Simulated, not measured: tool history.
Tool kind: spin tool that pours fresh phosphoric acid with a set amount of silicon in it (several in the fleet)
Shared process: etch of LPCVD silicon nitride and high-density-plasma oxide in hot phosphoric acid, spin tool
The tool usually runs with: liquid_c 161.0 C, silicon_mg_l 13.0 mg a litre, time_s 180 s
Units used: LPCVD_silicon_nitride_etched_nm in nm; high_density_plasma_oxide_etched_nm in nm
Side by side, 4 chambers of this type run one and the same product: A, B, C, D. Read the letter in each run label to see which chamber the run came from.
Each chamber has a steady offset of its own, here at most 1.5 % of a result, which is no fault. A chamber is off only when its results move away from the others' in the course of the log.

run	day	liquid_c	silicon_mg_l	time_s	read-back film thickness of the LPCVD silicon nitride reference wafer, read on the same gauge (nm)	read-back film thickness of the high-density-plasma oxide reference wafer, read on the same gauge (nm)	LPCVD_silicon_nitride_etched_nm	high_density_plasma_oxide_etched_nm
1A	0.346	161.0	13.0	180	50.004	90.053	16.4250	0.79449
2C	0.675	161.0	13.0	180	49.983	90.004	16.5620	0.83286
# day 0.988: chamber D: dissolved silicon flow meter replaced
3D	1.138	161.0	13.0	180	49.993	90.012	16.2590	0.78804
4B	1.575	161.0	13.0	180	49.964	90.027	16.3250	0.77128
# day 1.988: chamber A: heated supply line repaired
5D	2.042	161.0	13.0	180	49.981	89.965	16.5810	0.73085
6C	2.312	161.0	13.0	180	50.021	90.013	16.5750	0.79490
# day 2.342: chamber D: thermometer replaced
7B	2.758	161.0	13.0	180	50.012	89.950	16.3350	0.75172
8A	3.150	163.0	13.0	145	50.013	89.967	14.3920	0.67110
# day 3.158: chamber C: dissolved silicon flow meter replaced
9C	3.367	163.0	13.0	145	49.980	90.004	14.1590	0.71770
10A	3.583	163.0	13.0	145	50.005	90.019	14.3530	0.75393
11B	3.962	163.0	13.0	145	49.994	90.031	14.0710	0.72941
12D	4.254	161.0	13.0	180	50.010	89.998	16.3450	0.79233
13A	4.500	161.0	13.0	180	49.932	90.026	16.6770	0.73168
14D	4.954	161.0	17.0	95	49.989	89.995	8.6751	0.38549
15C	5.375	161.0	17.0	95	49.978	89.981	8.6251	0.35566
16B	5.792	161.0	17.0	95	49.987	89.990	8.5757	0.35040
17C	6.029	161.0	17.0	95	50.025	89.994	8.6856	0.38101
18D	6.379	161.0	13.0	180	49.973	89.977	16.4320	0.75691
# day 6.758: chamber B: heated supply line repaired
19B	6.854	161.0	13.0	180	49.988	90.005	16.5420	0.77455
20A	7.100	161.0	13.0	180	49.979	89.999	16.6530	0.80399
21D	7.325	161.0	13.0	180	50.020	90.040	16.5760	0.76502
22C	7.617	161.0	13.0	180	49.996	89.992	16.3560	0.79242
23A	8.079	161.0	13.0	180	49.976	90.009	16.7060	0.73863
24B	8.442	162.5	13.0	180	50.033	90.043	17.2700	0.84011
25A	8.733	162.5	13.0	180	49.990	90.037	17.4340	0.88362
26B	9.075	162.5	13.0	180	49.974	90.009	17.2220	0.90504
27C	9.333	162.5	13.0	180	49.970	90.013	17.3250	0.85592
28D	9.671	161.0	13.0	180	49.962	90.037	16.4400	0.74548
29A	10.008	161.0	13.0	180	49.994	90.061	16.6430	0.74905
30C	10.458	160.0	19.0	180	49.991	90.008	16.0110	0.62827
31B	10.925	160.0	19.0	180	50.008	90.004	15.9270	0.63183
32D	11.250	160.0	19.0	180	49.999	89.987	15.8750	0.58802
33A	11.742	160.0	19.0	180	49.978	90.039	15.9770	0.60725
34C	12.042	161.0	8.5	115	50.013	89.986	10.5790	0.51726

Which is it: a chamber that has drifted or been left off by a service, a gauge drift common to all chambers, or only each chamber's usual small offset? If a chamber is off, name it and its likeliest cause.

Nothing is wrong: each chamber keeps only its own small, steady offset and the gauge holds still.
